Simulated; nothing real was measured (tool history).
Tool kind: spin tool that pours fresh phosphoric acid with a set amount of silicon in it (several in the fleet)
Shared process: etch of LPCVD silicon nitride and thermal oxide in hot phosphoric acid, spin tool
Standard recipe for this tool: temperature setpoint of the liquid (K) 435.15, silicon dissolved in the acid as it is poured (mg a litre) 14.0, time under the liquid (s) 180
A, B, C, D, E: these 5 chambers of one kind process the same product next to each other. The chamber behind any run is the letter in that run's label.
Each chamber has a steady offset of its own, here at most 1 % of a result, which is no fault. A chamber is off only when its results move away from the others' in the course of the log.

run	hour	temperature setpoint of the liquid (K)	silicon dissolved in the acid as it is poured (mg a litre)	time under the liquid (s)	read-back film thickness of the LPCVD silicon nitride reference wafer, read on the same gauge (nm)	read-back film thickness of the thermal oxide reference wafer, read on the same gauge (nm)	thickness taken off the LPCVD silicon nitride on a monitor wafer (Å)	thickness taken off the thermal oxide on a monitor wafer (Å)
1E	10.0	435.15	14.0	180	140.01	40.033	167.48	4.3688
2A	22.2	435.15	14.0	180	139.98	39.999	163.82	5.0195
3B	36.2	435.15	14.0	180	139.99	39.995	164.91	4.0931
# hour 37.8: chamber C: thermometer replaced
4C	46.4	435.15	14.0	180	139.99	40.043	163.62	4.2126
5D	60.5	435.15	14.0	180	140.04	40.028	163.95	4.5484
6C	70.0	435.15	14.0	180	140.00	40.018	163.77	4.2960
7A	77.1	435.15	14.0	180	140.02	39.976	163.81	4.5818
# hour 81.0: chamber D: heated supply line repaired
8D	84.1	435.15	14.0	180	140.01	40.024	162.45	3.9731
9E	94.9	435.15	14.0	180	140.00	39.992	166.33	4.0052
10B	104.7	435.15	14.0	180	139.98	40.012	165.01	3.7949
11E	117.5	435.15	14.0	180	140.01	40.001	165.07	4.1317
12D	129.5	435.15	14.0	180	140.02	39.976	162.80	4.6601
13B	136.3	435.15	23.5	180	139.99	39.969	166.13	3.1689
14A	148.5	435.15	23.5	180	140.01	39.968	163.21	3.3852
15C	156.3	435.15	23.5	180	139.97	39.983	164.01	3.3741
16D	165.0	435.15	23.5	180	140.00	39.985	164.40	3.1384
# hour 167.9: chamber D: thermometer replaced
# hour 176.5: chamber A: dissolved silicon flow meter replaced
17E	177.2	435.15	23.5	180	140.02	40.034	166.65	3.2702
18A	188.2	435.15	14.0	180	139.99	39.997	165.05	3.6829
19B	194.8	435.15	14.0	180	140.01	40.004	164.86	4.3957
20C	201.4	435.15	14.0	265	140.01	40.011	241.44	5.5991
21C	211.1	435.15	14.0	265	140.00	40.053	240.60	6.4282
22D	220.0	435.15	14.0	265	139.98	39.984	238.93	5.7780
23B	230.1	435.15	14.0	265	140.02	39.976	244.51	5.6965
24E	237.1	435.15	14.0	265	139.97	40.038	243.87	6.5459
25A	246.8	435.15	14.0	180	140.03	39.978	162.89	3.8936
26B	258.1	435.15	21.0	265	140.01	39.992	243.12	5.2794
27A	265.0	435.15	21.0	265	139.98	39.990	241.69	5.5340
28C	272.9	435.15	21.0	265	140.05	40.013	240.45	5.1633
29D	281.5	435.15	21.0	265	140.01	40.013	241.22	4.9550
30E	290.1	435.15	21.0	265	140.00	39.981	246.66	4.5993
31A	297.0	435.15	14.0	180	140.00	40.017	164.52	4.5178
32B	309.4	435.15	14.0	135	140.01	39.981	124.52	3.1556
33E	321.0	435.15	14.0	135	139.99	40.025	124.68	3.1751
34D	329.0	435.15	14.0	135	139.98	40.017	123.17	3.0365
35C	336.4	435.15	14.0	135	140.02	39.992	122.44	3.0818
36D	344.9	435.15	14.0	135	140.02	39.986	122.20	3.1657

The same settings go to every chamber for the next run, one line per chamber below. Forecast the results for each:
37A	355.0	435.15	7.0	180			?	?
37B	355.0	435.15	7.0	180			?	?
37C	355.0	435.15	7.0	180			?	?
37D	355.0	435.15	7.0	180			?	?
37E	355.0	435.15	7.0	180			?	?

run	thickness taken off the LPCVD silicon nitride on a monitor wafer (Å)	thickness taken off the thermal oxide on a monitor wafer (Å)
37A	164.15	5.0742
37B	165.12	5.0248
37C	163.65	5.1791
37D	164.11	4.7093
37E	165.66	4.8303

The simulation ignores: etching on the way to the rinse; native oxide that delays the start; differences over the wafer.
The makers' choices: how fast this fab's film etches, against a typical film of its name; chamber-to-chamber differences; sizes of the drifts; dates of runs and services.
